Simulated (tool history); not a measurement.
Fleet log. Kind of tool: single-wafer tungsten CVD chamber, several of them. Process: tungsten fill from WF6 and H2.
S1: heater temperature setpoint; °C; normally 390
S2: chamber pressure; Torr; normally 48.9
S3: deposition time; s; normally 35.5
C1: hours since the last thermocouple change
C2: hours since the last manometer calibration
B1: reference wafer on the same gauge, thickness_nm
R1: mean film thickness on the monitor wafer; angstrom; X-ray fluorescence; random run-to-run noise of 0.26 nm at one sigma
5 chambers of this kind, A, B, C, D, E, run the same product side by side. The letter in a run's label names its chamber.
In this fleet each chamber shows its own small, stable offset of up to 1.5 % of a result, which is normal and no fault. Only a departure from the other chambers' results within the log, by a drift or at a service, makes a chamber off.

run   hour   S1    S2    S3      C1      C2      B1      R1
 1D   14.9  390  48.9  35.5  1722.7     254  91.038  1071.1
 2B   23.3  390  48.9  35.5   864.7   918.6  91.035  1088.2
 3E   38.6  390  48.9  35.5    72.3   430.9  91.064  1072.4
 4A   47.8  390  48.9  35.5    58.7  1495.1  91.032  1068.2
 5C   60.3  390  48.9  35.5   320.9   574.5  91.009  1070.2
 6B   75.9  390  48.9  35.5   917.3   971.2  90.966  1085.3
 7E   82.9  390  48.9  35.5   116.6   475.2   91.03  1073.7
 8D   96.7  390  48.9  35.5  1804.5   335.8  91.008    1072
 9A  104.7  390  48.9  35.5   115.6    1552  90.981  1066.1
10C  115.7  390  48.9  35.5   376.3   629.9  90.994  1074.1
11D  125.5  390  48.9  35.5  1833.3   364.6  91.042  1074.2
12C  135.5  390  48.9  35.5   396.1   649.7  90.977  1075.8
13A  145.4  390  48.9  35.5   156.3  1592.7  91.009  1060.9
     159.9  -- chamber B: thermocouple changed; heater temperature recalibrated
14E  160.2  390  48.9  35.5   193.9   552.5  91.014  1076.2
15B  172.8  390  48.9  35.5    12.9  1068.1  91.017  1086.7
16E  184.7  390  48.9  35.5   218.4     577  91.006  1069.1
17C  197.9  390  48.9  35.5   458.5   712.1  91.029  1079.5
18B  211.6  390  48.9  35.5    51.7  1106.9  90.959  1084.6
19D  222.8  383  48.9  35.5  1930.6   461.9   91.01  933.12
20A  237.2  383  48.9  35.5   248.1  1684.5  90.998  922.25
21B  246.9  383  48.9  35.5      87  1142.2  91.018  945.22
22A  257.2  383  48.9  35.5   268.1  1704.5  90.948  920.15
23E  267.7  383  48.9  35.5   301.4     660  90.995  934.39
24D  280.3  390  48.9  35.5  1988.1   519.4  91.004  1069.3
25C  290.8  398  53.9  35.5   551.4     805  90.997    1309
26A  303.5  398  53.9  35.5   314.4  1750.8  91.064  1279.9
27D  313.5  398  53.9  35.5  2021.3   552.6  90.935  1305.5
28B  325.9  398  53.9  35.5     166  1221.2  90.982  1320.4
29C  334.1  398  53.9  35.5   594.7   848.3  90.968  1308.3
30E  342.4  390  53.3  35.5   376.1   734.7  91.011    1115

What goes on in this fleet: one chamber off, a drifting gauge, or nothing beyond the chambers' own small offsets? Name the chamber and the cause, if any.

It is chamber A that slowly wanders off from its peers.
Most likely cause: true pressure below the setpoint (%) = 3.69.
The log may not separate it from: wafer temperature below the value expected at the setpoint (K).

Which of the 4 candidates below, each the usual settings with something changed and its results left as question marks, puts chamber A back in line with what the other chambers give on the usual settings?
To be in line, a result may differ from the other chambers' mean on the usual settings by at most: R1 9.3 angstrom
31A-1   354  389  48.5  35.5               ?
31A-2   354  390  43.7  35.5               ?
31A-3   354  391  49.1  35.7               ?
31A-4   354  390  50.3  36.9               ?

What the other chambers average on the usual settings: R1 1076 angstrom
  run      R1
31A-1  1023.8
31A-2  994.98
31A-3  1076.2
31A-4  1103.7
It is 31A-3 that realigns the chamber with its peers.
